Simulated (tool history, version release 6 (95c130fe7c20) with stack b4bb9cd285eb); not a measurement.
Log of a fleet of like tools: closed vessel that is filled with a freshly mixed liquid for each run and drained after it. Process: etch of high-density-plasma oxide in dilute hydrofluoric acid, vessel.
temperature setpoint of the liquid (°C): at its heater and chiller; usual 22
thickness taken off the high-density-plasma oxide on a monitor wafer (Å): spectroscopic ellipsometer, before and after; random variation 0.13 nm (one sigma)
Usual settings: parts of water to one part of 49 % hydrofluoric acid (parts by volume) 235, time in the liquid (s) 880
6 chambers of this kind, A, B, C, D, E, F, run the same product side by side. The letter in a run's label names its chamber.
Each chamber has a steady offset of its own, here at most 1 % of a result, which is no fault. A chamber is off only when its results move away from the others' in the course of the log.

run,hour,temperature setpoint of the liquid (°C),parts of water to one part of 49 % hydrofluoric acid (parts by volume),time in the liquid (s),hours since the thermometer was replaced,hours since the hydrofluoric acid flow meter was replaced,"read-back film thickness of the high-density-plasma oxide reference wafer, read on the same gauge (nm)",thickness taken off the high-density-plasma oxide on a monitor wafer (Å)
1F,5,22,235,880,816.1,621.7,150.01,174.43
2A,9.3,22,235,880,1829.9,128.4,149.96,172.94
3B,14.5,22,235,880,53.2,309.8,150,171.92
4C,19.7,22,235,880,265.9,779.5,149.96,171.63
5E,23.9,22,235,880,1880.3,1312.4,150.01,170.01
6D,29.2,22,235,880,3059.3,565.6,150.03,172.01
7B,35.4,22,235,880,74.1,330.7,150.02,173.94
8F,41.3,22,235,880,852.4,658,150,171.85
9E,47.4,22,235,880,1903.8,1335.9,149.97,173.5
10D,50.4,24.5,235,1360,3080.5,586.8,149.95,292.19
11C,53.5,24.5,235,1360,299.7,813.3,149.93,292.66
12A,56.6,24.5,235,1360,1877.2,175.7,149.99,289.94
13F,62.7,24.5,235,1360,873.8,679.4,150.01,293.49
14A,68.6,24.5,235,1360,1889.2,187.7,150.02,291.64
15E,75.3,24.5,235,1360,1931.7,1363.8,149.98,289.11
16C,81.5,22,235,880,327.7,841.3,149.98,173.31
17D,87.3,19,235,1130,3117.4,623.7,149.97,196.48
18B,93.9,19,235,1130,132.6,389.2,149.99,198.43
19E,99.6,19,235,1130,1956,1388.1,150.01,194.4
20D,103.6,19,235,1130,3133.7,640,149.98,193.28
21B,109.7,19,235,1130,148.4,405,150.04,197.92
22C,115.3,19,235,1130,361.5,875.1,149.97,200.11
23A,120.1,22,235,880,1940.7,239.2,150.02,168.76
# hour 121.6: chamber D: thermometer replaced
24F,125.9,22,235,880,937,742.6,149.97,169.07
25C,130,22,235,880,376.2,889.8,149.96,173.36
26F,135.8,22,235,880,946.9,752.5,149.97,168.84
27A,139.9,22,235,880,1960.5,259,149.98,170.81
28D,144,22,235,880,22.5,680.4,150.04,171.99
29E,147.5,22,235,880,2003.9,1436,149.95,169.98
30B,150.6,20,235,525,189.3,445.9,149.97,94.829
31E,153.9,20,235,525,2010.3,1442.4,150,95.481
32C,158.8,20,235,525,405,918.6,150.03,94.796
33B,165.5,20,235,525,204.2,460.8,150.02,94.296
34F,171.7,20,235,525,982.8,788.4,149.98,92.411
35D,176.4,20,235,525,54.9,712.8,150.03,93.346
36A,181.1,22,235,880,2001.7,300.2,149.98,170.57
37C,186.1,22,235,880,432.3,945.9,150.06,173.17
38A,192.3,22,235,880,2012.9,311.4,149.98,171.65
39B,196.7,22,235,880,235.4,492,150,174.19

Is one chamber off against the others, does the gauge drift, or is nothing wrong? If a chamber is off, say which, and what the likeliest cause is.

Chamber F drifts away from the others.
Cause: hydrofluoric acid flow below the setpoint (%) = 4.44.
The log may not tell that from: liquid colder than its thermometer reads (K).

Here are 4 candidates for chamber F's next run, each the usual settings with a change, their results left as question marks. Which one brings its results back in line with what the others give on the usual settings?
In line means no further than this from the other chambers' mean on the usual settings: thickness taken off the high-density-plasma oxide on a monitor wafer (Å) 4.6
40F-1,201.6,22,255,880,,,,?
40F-2,201.6,22,230,900,,,,?
40F-3,201.6,21,235,880,,,,?
40F-4,201.6,22,225,915,,,,?

The other chambers' mean on the usual settings: thickness taken off the high-density-plasma oxide on a monitor wafer (Å) 171.61
run,thickness taken off the high-density-plasma oxide on a monitor wafer (Å)
40F-1,147.82
40F-2,171.87
40F-3,157.7
40F-4,179.53
40F-2 brings the chamber back in line.
